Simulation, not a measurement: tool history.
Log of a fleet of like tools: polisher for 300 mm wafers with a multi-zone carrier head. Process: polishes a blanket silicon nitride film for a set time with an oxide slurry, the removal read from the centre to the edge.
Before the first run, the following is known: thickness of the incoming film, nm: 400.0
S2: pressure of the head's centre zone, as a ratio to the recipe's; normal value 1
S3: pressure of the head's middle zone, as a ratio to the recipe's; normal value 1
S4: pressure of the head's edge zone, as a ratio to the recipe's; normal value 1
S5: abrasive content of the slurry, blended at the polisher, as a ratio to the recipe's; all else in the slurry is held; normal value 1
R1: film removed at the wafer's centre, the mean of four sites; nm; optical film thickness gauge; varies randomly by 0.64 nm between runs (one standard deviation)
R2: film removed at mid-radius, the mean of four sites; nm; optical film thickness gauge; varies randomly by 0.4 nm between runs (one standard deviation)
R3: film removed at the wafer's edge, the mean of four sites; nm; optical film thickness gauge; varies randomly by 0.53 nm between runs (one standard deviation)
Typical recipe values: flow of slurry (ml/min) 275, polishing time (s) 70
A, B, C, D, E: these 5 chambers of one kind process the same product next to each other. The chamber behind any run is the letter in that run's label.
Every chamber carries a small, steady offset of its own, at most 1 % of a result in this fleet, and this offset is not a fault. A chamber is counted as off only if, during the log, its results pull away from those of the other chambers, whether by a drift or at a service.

run 1D hour=2.2 | flow_of_slurry_(ml/min)=275 S2=1 S3=1 S4=1 S5=1 polishing_time_(s)=70 | R1=44.695 R2=46.251 R3=45.441
run 2C hour=6.3 | flow_of_slurry_(ml/min)=275 S2=1 S3=1 S4=1 S5=1 polishing_time_(s)=70 | R1=44.738 R2=45.26 R3=45.663
-- hour=9.9 chamber D: worn pad replaced by a new one
run 3A hour=10 | flow_of_slurry_(ml/min)=275 S2=1 S3=1 S4=1 S5=1 polishing_time_(s)=70 | R1=45.879 R2=45.052 R3=45.803
run 4E hour=12.4 | flow_of_slurry_(ml/min)=275 S2=1 S3=1 S4=1 S5=1 polishing_time_(s)=70 | R1=45.162 R2=45.528 R3=45.174
run 5B hour=14.5 | flow_of_slurry_(ml/min)=275 S2=1 S3=1 S4=1 S5=1 polishing_time_(s)=70 | R1=45.753 R2=46.041 R3=46.809
run 6C hour=18.7 | flow_of_slurry_(ml/min)=275 S2=1 S3=1.07 S4=1 S5=0.9 polishing_time_(s)=70 | R1=42.714 R2=46.595 R3=42.759
-- hour=20.7 chamber E: worn pad replaced by a new one
run 7E hour=21.1 | flow_of_slurry_(ml/min)=275 S2=1 S3=1.07 S4=1 S5=0.9 polishing_time_(s)=70 | R1=44.139 R2=45.153 R3=42.599
run 8D hour=24.1 | flow_of_slurry_(ml/min)=275 S2=1 S3=1.07 S4=1 S5=0.9 polishing_time_(s)=70 | R1=43.005 R2=45.849 R3=42.736
run 9A hour=27 | flow_of_slurry_(ml/min)=275 S2=1 S3=1.07 S4=1 S5=0.9 polishing_time_(s)=70 | R1=44.201 R2=46.721 R3=43.18
run 10B hour=30.1 | flow_of_slurry_(ml/min)=275 S2=1 S3=1.07 S4=1 S5=0.9 polishing_time_(s)=70 | R1=44.044 R2=46.392 R3=44.023
run 11D hour=32.6 | flow_of_slurry_(ml/min)=275 S2=1 S3=1 S4=1 S5=1 polishing_time_(s)=70 | R1=45.465 R2=45.524 R3=45.557
run 12A hour=36.2 | flow_of_slurry_(ml/min)=275 S2=1 S3=1 S4=0.92 S5=1 polishing_time_(s)=70 | R1=43.796 R2=45.708 R3=43.622
run 13E hour=38.5 | flow_of_slurry_(ml/min)=275 S2=1 S3=1 S4=0.92 S5=1 polishing_time_(s)=70 | R1=44.839 R2=45.115 R3=43.708
run 14C hour=42.6 | flow_of_slurry_(ml/min)=275 S2=1 S3=1 S4=0.92 S5=1 polishing_time_(s)=70 | R1=44.857 R2=45.716 R3=43.922
run 15B hour=44.8 | flow_of_slurry_(ml/min)=275 S2=1 S3=1 S4=0.92 S5=1 polishing_time_(s)=70 | R1=44.958 R2=45.845 R3=42.804
run 16E hour=47.5 | flow_of_slurry_(ml/min)=275 S2=1 S3=1 S4=0.92 S5=1 polishing_time_(s)=70 | R1=45.066 R2=44.997 R3=42.814
run 17B hour=51.5 | flow_of_slurry_(ml/min)=275 S2=1 S3=0.96 S4=1 S5=1 polishing_time_(s)=70 | R1=45.174 R2=42.937 R3=45.929
run 18D hour=53.9 | flow_of_slurry_(ml/min)=275 S2=1 S3=0.96 S4=1 S5=1 polishing_time_(s)=70 | R1=44.368 R2=43.461 R3=45.254
run 19A hour=58.2 | flow_of_slurry_(ml/min)=275 S2=1 S3=0.96 S4=1 S5=1 polishing_time_(s)=70 | R1=45.585 R2=43.918 R3=45.69
run 20C hour=61.4 | flow_of_slurry_(ml/min)=275 S2=1 S3=0.96 S4=1 S5=1 polishing_time_(s)=70 | R1=46.487 R2=44.259 R3=45.006
run 21C hour=64.7 | flow_of_slurry_(ml/min)=275 S2=1 S3=0.96 S4=1 S5=1 polishing_time_(s)=70 | R1=45.146 R2=44.218 R3=45.463
run 22D hour=67.3 | flow_of_slurry_(ml/min)=275 S2=1 S3=1 S4=1 S5=1 polishing_time_(s)=70 | R1=45.363 R2=45.523 R3=46.48
run 23B hour=69.5 | flow_of_slurry_(ml/min)=275 S2=1 S3=1 S4=1 S5=1 polishing_time_(s)=70 | R1=43.597 R2=44.001 R3=44.317
run 24A hour=72.6 | flow_of_slurry_(ml/min)=275 S2=1 S3=1 S4=1 S5=1 polishing_time_(s)=70 | R1=45.298 R2=45.936 R3=45.927
run 25E hour=74.6 | flow_of_slurry_(ml/min)=275 S2=1 S3=1 S4=1 S5=1 polishing_time_(s)=70 | R1=45.003 R2=45.188 R3=44.9
-- hour=76 chamber A: slurry nozzle cleaned
run 26C hour=76.6 | flow_of_slurry_(ml/min)=275 S2=1 S3=1 S4=1 S5=1 polishing_time_(s)=70 | R1=45.403 R2=45.669 R3=46.815
run 27A hour=80.3 | flow_of_slurry_(ml/min)=275 S2=1 S3=1 S4=1 S5=1 polishing_time_(s)=70 | R1=45.445 R2=45.764 R3=44.559
run 28E hour=84.4 | flow_of_slurry_(ml/min)=275 S2=1 S3=1 S4=1 S5=1 polishing_time_(s)=70 | R1=44.208 R2=45.229 R3=45.4
run 29B hour=88.5 | flow_of_slurry_(ml/min)=275 S2=1 S3=1 S4=1 S5=1 polishing_time_(s)=70 | R1=41.914 R2=42.663 R3=42.55
run 30D hour=90.9 | flow_of_slurry_(ml/min)=275 S2=1 S3=1 S4=1 S5=1 polishing_time_(s)=70 | R1=44.647 R2=46.43 R3=46.198
run 31D hour=94 | flow_of_slurry_(ml/min)=275 S2=1 S3=1 S4=1 S5=1 polishing_time_(s)=70 | R1=45.105 R2=45.426 R3=46.379
run 32A hour=96.8 | flow_of_slurry_(ml/min)=275 S2=1 S3=1 S4=1 S5=1 polishing_time_(s)=70 | R1=45.219 R2=46.141 R3=45.193
run 33C hour=101 | flow_of_slurry_(ml/min)=275 S2=1 S3=1 S4=1 S5=1 polishing_time_(s)=70 | R1=45.901 R2=45.032 R3=46.136
run 34E hour=105.4 | flow_of_slurry_(ml/min)=275 S2=1 S3=1 S4=1 S5=1 polishing_time_(s)=70 | R1=45.887 R2=45.293 R3=44.693

Which is it: a chamber that has drifted or been left off by a service, a gauge drift common to all chambers, or only each chamber's usual small offset? If a chamber is off, name it and its likeliest cause.

One chamber, B, drifts off from the rest bit by bit.
Likeliest cause: removal rate lost through wear of the pad, % = 9.49.

Here are 4 candidates for chamber B's next run, each the usual settings with a change, their results left as question marks. Which one brings its results back in line with what the others give on the usual settings?
A result is in line if it is within this distance of the other chambers' mean on the usual settings: R1 2.3 nm; R2 1.4 nm; R3 1.8 nm
run 35B-1 hour=108.5 | flow_of_slurry_(ml/min)=275 S2=1 S3=1 S4=1 S5=0.95 polishing_time_(s)=65 | R1=? R2=? R3=?
run 35B-2 hour=108.5 | flow_of_slurry_(ml/min)=275 S2=1 S3=1 S4=1 S5=1 polishing_time_(s)=72 | R1=? R2=? R3=?
run 35B-3 hour=108.5 | flow_of_slurry_(ml/min)=275 S2=1 S3=1 S4=1 S5=1.05 polishing_time_(s)=75 | R1=? R2=? R3=?
run 35B-4 hour=108.5 | flow_of_slurry_(ml/min)=275 S2=1 S3=1 S4=1 S5=1 polishing_time_(s)=68 | R1=? R2=? R3=?

The mean the other chambers reach with the usual settings: R1 45.455 nm; R2 45.417 nm; R3 45.411 nm
run=35B-1 R1=37.765 R2=37.542 R3=37.743
run=35B-2 R1=42.829 R2=42.577 R3=42.804
run=35B-3 R1=45.598 R2=45.33 R3=45.571
run=35B-4 R1=40.45 R2=40.212 R3=40.426
The answer is 35B-3, which returns the chamber to within the allowed miss of the others.
